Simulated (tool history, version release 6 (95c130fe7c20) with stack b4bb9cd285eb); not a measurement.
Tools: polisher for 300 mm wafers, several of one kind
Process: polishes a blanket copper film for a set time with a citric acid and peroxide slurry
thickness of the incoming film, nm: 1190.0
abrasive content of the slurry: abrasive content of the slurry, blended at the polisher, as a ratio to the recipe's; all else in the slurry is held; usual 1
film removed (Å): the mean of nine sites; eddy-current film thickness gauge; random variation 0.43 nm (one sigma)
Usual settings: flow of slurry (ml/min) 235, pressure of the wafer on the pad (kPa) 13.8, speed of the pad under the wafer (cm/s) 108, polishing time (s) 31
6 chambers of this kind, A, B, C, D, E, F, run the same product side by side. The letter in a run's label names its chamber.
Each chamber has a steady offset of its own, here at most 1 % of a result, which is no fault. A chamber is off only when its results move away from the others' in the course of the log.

run	hour	flow of slurry (ml/min)	pressure of the wafer on the pad (kPa)	speed of the pad under the wafer (cm/s)	abrasive content of the slurry	polishing time (s)	film removed (Å)
1D	8.3	235	13.8	108	1	31	469.89
# hour 8.4: chamber D: slurry nozzle cleaned
2B	18.3	235	13.8	108	1	31	468.76
# hour 28.4: chamber C: slurry nozzle cleaned
3A	30.7	235	13.8	108	1	31	471.68
# hour 36.3: chamber B: worn pad replaced by a new one
4F	38.9	235	13.8	108	1	31	471.96
5C	48.4	235	13.8	108	1	31	477.05
# hour 58.9: chamber A: worn pad replaced by a new one
6E	63.5	235	13.8	108	1	31	459.29
# hour 64.7: chamber F: worn pad replaced by a new one
# hour 66.9: chamber B: slurry nozzle cleaned
7B	74.2	235	13.8	108	1	31	471.14
# hour 77.9: chamber C: worn pad replaced by a new one
# hour 79.5: chamber D: worn pad replaced by a new one
# hour 79.7: chamber D: head pressure recalibrated
8D	87.7	235	13.8	108	1	31	465.44
# hour 89.2: chamber E: worn pad replaced by a new one
# hour 89.4: chamber A: slurry blender recalibrated
9A	99.5	235	13.8	108	1	31	468.07
# hour 107.8: chamber C: head pressure recalibrated
10C	108.5	235	13.8	108	1	31	467.81
11E	122	235	13.8	108	1	31	460.56
12F	130.9	235	13.8	108	1	31	474.58
# hour 136.6: chamber B: worn pad replaced by a new one
13C	141.3	235	13.8	108	1	31	471.04
14E	148.9	235	13.8	108	1	31	464.06
15A	162.6	235	13.8	108	1	31	480.05
# hour 163.9: chamber C: worn pad replaced by a new one
# hour 164.1: chamber F: worn pad replaced by a new one
# hour 166.1: chamber A: worn pad replaced by a new one
# hour 168.5: chamber D: worn pad replaced by a new one
# hour 171.1: chamber E: worn pad replaced by a new one
16F	173.6	235	13.8	108	1	31	468.58
17B	188.1	235	13.8	108	1	31	474.89
18D	200.1	235	13.8	108	1	31	463.4
19B	214	235	13.8	108	1	31	467.51
20C	224.9	235	13.8	108	1	31	470.4
21A	236.6	235	13.8	108	1	31	472.1
# hour 237.5: chamber B: worn pad replaced by a new one
# hour 244.5: chamber B: head pressure recalibrated
22F	246.6	235	13.8	108	1	31	464.08
# hour 249.7: chamber D: slurry nozzle cleaned
# hour 250.8: chamber D: worn pad replaced by a new one
23D	260.9	235	13.8	108	1	31	469.57
# hour 263.1: chamber A: worn pad replaced by a new one
# hour 264.7: chamber F: slurry blender recalibrated
# hour 266.4: chamber F: worn pad replaced by a new one
# hour 266.8: chamber E: worn pad replaced by a new one
# hour 267.1: chamber E: slurry nozzle cleaned
# hour 267.8: chamber C: worn pad replaced by a new one
24E	273	235	13.8	108	1	31	450.92
25F	280.5	235	13.8	108	1	39	587.28
# hour 285.3: chamber B: slurry blender recalibrated
26C	289.5	235	13.8	108	1	39	592.51
# hour 290.2: chamber E: head pressure recalibrated
27D	300.2	235	13.8	108	1	39	587.47
28E	312.1	235	13.8	108	1	39	560.11
29B	323.1	235	13.8	108	1	39	596.19
# hour 329.7: chamber B: worn pad replaced by a new one
30A	336.7	235	13.8	108	1	39	603.55
# hour 337.3: chamber D: worn pad replaced by a new one
31F	346.1	235	13.8	134	1	31	586.1
# hour 349.4: chamber C: worn pad replaced by a new one
# hour 349.9: chamber F: worn pad replaced by a new one
# hour 350.2: chamber E: worn pad replaced by a new one
32A	353.2	235	13.8	134	1	31	581
# hour 360.4: chamber D: slurry blender recalibrated
33D	361.7	235	13.8	134	1	31	580.4
# hour 363.9: chamber C: slurry blender recalibrated
34B	371.2	235	13.8	134	1	31	576
# hour 377.7: chamber A: worn pad replaced by a new one
35C	380.9	235	13.8	134	1	31	574.59
36E	389.9	235	13.8	134	1	31	543.51
37A	399.1	235	11	108	0.7	31	347.06
38F	413.9	235	11	108	0.7	31	355.44
# hour 418.8: chamber B: worn pad replaced by a new one
39D	426.1	235	11	108	0.7	31	350.62
40C	433.2	235	11	108	0.7	31	356.57
# hour 440.9: chamber E: worn pad replaced by a new one
41B	445.8	235	11	108	0.7	31	356.42
42E	454.4	235	11	108	0.7	31	318.03

Is one chamber off against the others, does the gauge drift, or is nothing wrong? If a chamber is off, say which, and what the likeliest cause is.

Chamber E drifts away from the others.
Cause: abrasive missing from the slurry, % = 36.

Here are 4 candidates for chamber E's next run, each the usual settings with a change, their results left as question marks. Which one brings its results back in line with what the others give on the usual settings?
In line means no further than this from the other chambers' mean on the usual settings: film removed (Å) 15
43E-1	465.2	235	13.8	108	1	34	?
43E-2	465.2	235	12.4	100	1	31	?
43E-3	465.2	235	13.1	106	1	30	?
43E-4	465.2	235	13.8	108	1.05	37	?

The other chambers' mean on the usual settings: film removed (Å) 470.02
run	film removed (Å)
43E-1	469.28
43E-2	357.93
43E-3	386.61
43E-4	515.76
43E-1 brings the chamber back in line.
